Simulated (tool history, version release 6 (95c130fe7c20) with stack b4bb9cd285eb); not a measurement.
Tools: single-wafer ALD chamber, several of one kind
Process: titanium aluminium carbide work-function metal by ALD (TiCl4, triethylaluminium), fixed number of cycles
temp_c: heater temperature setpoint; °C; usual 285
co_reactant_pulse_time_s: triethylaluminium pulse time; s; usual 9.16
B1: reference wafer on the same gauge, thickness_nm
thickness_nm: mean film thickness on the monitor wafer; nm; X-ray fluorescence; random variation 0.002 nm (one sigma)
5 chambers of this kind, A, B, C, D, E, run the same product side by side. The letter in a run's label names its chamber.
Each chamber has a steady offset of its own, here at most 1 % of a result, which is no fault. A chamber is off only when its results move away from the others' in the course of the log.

Run 1C, day 0.138: usual settings; B1 1.8902. Result: thickness_nm 1.8556 nm.
Run 2E, day 0.279: usual settings; B1 1.8894. Result: thickness_nm 1.8383 nm.
Run 3D, day 0.454: usual settings; B1 1.8887. Result: thickness_nm 1.838 nm.
Run 4B, day 0.55: usual settings; B1 1.8887. Result: thickness_nm 1.8539 nm.
Run 5A, day 0.721: usual settings; B1 1.8888. Result: thickness_nm 1.8605 nm.
Run 6C, day 0.879: usual settings; B1 1.8886. Result: thickness_nm 1.852 nm.
Run 7B, day 1.021: usual settings; B1 1.888. Result: thickness_nm 1.8479 nm.
Run 8A, day 1.188: usual settings but co_reactant_pulse_time_s 11.64 s; B1 1.8874. Result: thickness_nm 1.9059 nm.
Run 9D, day 1.317: usual settings but co_reactant_pulse_time_s 11.64 s; B1 1.8873. Result: thickness_nm 1.8834 nm.
Run 10E, day 1.496: usual settings but co_reactant_pulse_time_s 11.64 s; B1 1.8875. Result: thickness_nm 1.8822 nm.
At day 1.542: chamber E: triethylaluminium bottle replaced.
At day 1.588: chamber E: thermocouple changed; heater temperature recalibrated.
Run 11C, day 1.608: usual settings but co_reactant_pulse_time_s 11.64 s; B1 1.8866. Result: thickness_nm 1.9001 nm.
Run 12E, day 1.746: usual settings but co_reactant_pulse_time_s 11.64 s; B1 1.8859. Result: thickness_nm 1.8786 nm.
Run 13D, day 1.846: usual settings; B1 1.8864. Result: thickness_nm 1.8335 nm.
Run 14A, day 1.958: usual settings; B1 1.8866. Result: thickness_nm 1.8579 nm.
Run 15B, day 2.067: usual settings; B1 1.8858. Result: thickness_nm 1.8467 nm.
Run 16E, day 2.175: usual settings; B1 1.8851. Result: thickness_nm 1.8317 nm.
Run 17D, day 2.292: usual settings but co_reactant_pulse_time_s 10.56 s; B1 1.8855. Result: thickness_nm 1.8652 nm.
Run 18C, day 2.388: usual settings but co_reactant_pulse_time_s 10.56 s; B1 1.8855. Result: thickness_nm 1.8802 nm.
Run 19A, day 2.471: usual settings but co_reactant_pulse_time_s 10.56 s; B1 1.8857. Result: thickness_nm 1.8866 nm.
Run 20B, day 2.633: usual settings but co_reactant_pulse_time_s 10.56 s; B1 1.8848. Result: thickness_nm 1.8771 nm.
Run 21D, day 2.779: usual settings but co_reactant_pulse_time_s 10.56 s; B1 1.8846. Result: thickness_nm 1.8712 nm.
Run 22E, day 2.892: usual settings; B1 1.8843. Result: thickness_nm 1.8327 nm.
Run 23C, day 3.033: usual settings; B1 1.8845. Result: thickness_nm 1.8443 nm.
Run 24B, day 3.196: usual settings; B1 1.8841. Result: thickness_nm 1.8468 nm.
Run 25A, day 3.325: usual settings but co_reactant_pulse_time_s 6.72 s; B1 1.883. Result: thickness_nm 1.7397 nm.
Run 26A, day 3.492: usual settings but co_reactant_pulse_time_s 6.72 s; B1 1.883. Result: thickness_nm 1.7429 nm.
Run 27C, day 3.571: usual settings but co_reactant_pulse_time_s 6.72 s; B1 1.8834. Result: thickness_nm 1.7369 nm.
Run 28B, day 3.733: usual settings but co_reactant_pulse_time_s 6.72 s; B1 1.8831. Result: thickness_nm 1.7318 nm.
Run 29D, day 3.821: usual settings but co_reactant_pulse_time_s 6.72 s; B1 1.8822. Result: thickness_nm 1.7277 nm.
Run 30E, day 3.9: usual settings; B1 1.882. Result: thickness_nm 1.8302 nm.
At day 3.912: chamber B: triethylaluminium bottle replaced.
Run 31D, day 4.033: usual settings; B1 1.8824. Result: thickness_nm 1.8341 nm.
Run 32B, day 4.208: usual settings; B1 1.8816. Result: thickness_nm 1.8425 nm.

Next, every chamber runs the same settings. What will each give?
Run 33A, day 4.338: usual settings. Result: thickness_nm ?.
Run 33B, day 4.338: usual settings. Result: thickness_nm ?.
Run 33C, day 4.338: usual settings. Result: thickness_nm ?.
Run 33D, day 4.338: usual settings. Result: thickness_nm ?.
Run 33E, day 4.338: usual settings. Result: thickness_nm ?.

run  thickness_nm
33A        1.8514
33B         1.842
33C        1.8472
33D        1.8318
33E        1.8317

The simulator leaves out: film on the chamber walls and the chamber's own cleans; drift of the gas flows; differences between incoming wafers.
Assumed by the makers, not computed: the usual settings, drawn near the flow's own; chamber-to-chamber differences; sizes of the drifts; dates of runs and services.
